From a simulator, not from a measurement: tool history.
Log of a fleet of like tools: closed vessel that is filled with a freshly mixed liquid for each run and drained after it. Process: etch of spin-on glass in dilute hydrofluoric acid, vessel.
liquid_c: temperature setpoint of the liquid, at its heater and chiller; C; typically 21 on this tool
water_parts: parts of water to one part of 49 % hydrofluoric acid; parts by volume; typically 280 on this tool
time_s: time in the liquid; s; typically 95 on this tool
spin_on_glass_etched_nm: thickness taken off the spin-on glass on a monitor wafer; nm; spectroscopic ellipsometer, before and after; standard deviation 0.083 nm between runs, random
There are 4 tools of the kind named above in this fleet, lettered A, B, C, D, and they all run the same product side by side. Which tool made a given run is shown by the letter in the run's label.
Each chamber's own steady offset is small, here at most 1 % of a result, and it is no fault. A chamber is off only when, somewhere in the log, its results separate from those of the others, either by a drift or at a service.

run,hour,liquid_c,water_parts,time_s,hours since the thermometer was replaced,hours since the hydrofluoric acid flow meter was replaced,"read-back film thickness of the spin-on glass reference wafer, read on the same gauge (nm)",spin_on_glass_etched_nm
1C,7.2,21,280,95,748.9,702.5,29.995,15.8810
2B,12.7,21,280,95,1741.1,694.4,29.982,16.1050
# hour 12.9: chamber D: thermometer replaced
3A,19.2,21,280,95,297.0,484.3,30.000,15.9710
4D,25.2,21,280,95,12.3,45.2,30.002,15.9080
5B,29.3,24,280,95,1757.7,711.0,30.007,17.7150
6C,35.6,24,280,95,777.3,730.9,30.027,17.7680
7D,43.5,24,280,95,30.6,63.5,30.035,17.7060
8A,50.9,24,280,95,328.7,516.0,29.997,17.7730
9A,56.1,21,280,95,333.9,521.2,29.984,15.9490
10B,59.9,21,280,95,1788.3,741.6,29.967,15.8310
11D,65.2,21,280,95,52.3,85.2,29.992,16.0440
12C,70.4,21,280,95,812.1,765.7,29.986,16.0400
13C,78.1,21,280,95,819.8,773.4,29.983,16.0490
14B,83.0,21,280,95,1811.4,764.7,30.013,16.1030
15D,88.5,21,280,95,75.6,108.5,30.013,15.8990
16A,92.0,21,280,95,369.8,557.1,29.986,15.9740
17C,95.6,21,280,95,837.3,790.9,29.972,16.2070
18D,101.6,21,280,95,88.7,121.6,29.988,16.0790
19A,105.1,21,280,95,382.9,570.2,29.995,16.0340
20B,109.0,21,280,95,1837.4,790.7,29.996,15.8520
21A,113.4,21,280,95,391.2,578.5,29.987,15.9190
22D,121.2,23,280,45,108.3,141.2,29.966,8.1482
23C,126.3,23,280,45,868.0,821.6,29.986,8.3603
24B,131.5,23,280,45,1859.9,813.2,30.022,8.0639
25A,136.9,23,280,45,414.7,602.0,29.999,8.0639
26B,144.9,21,280,95,1873.3,826.6,30.040,15.9030

For the next run the whole fleet of 4 chambers uses the same settings. Give each chamber's results:
27A,150.8,21,280,95,,,,?
27B,150.8,21,280,95,,,,?
27C,150.8,21,280,95,,,,?
27D,150.8,21,280,95,,,,?

run,spin_on_glass_etched_nm
27A,15.9640
27B,15.9640
27C,16.5170
27D,15.8830

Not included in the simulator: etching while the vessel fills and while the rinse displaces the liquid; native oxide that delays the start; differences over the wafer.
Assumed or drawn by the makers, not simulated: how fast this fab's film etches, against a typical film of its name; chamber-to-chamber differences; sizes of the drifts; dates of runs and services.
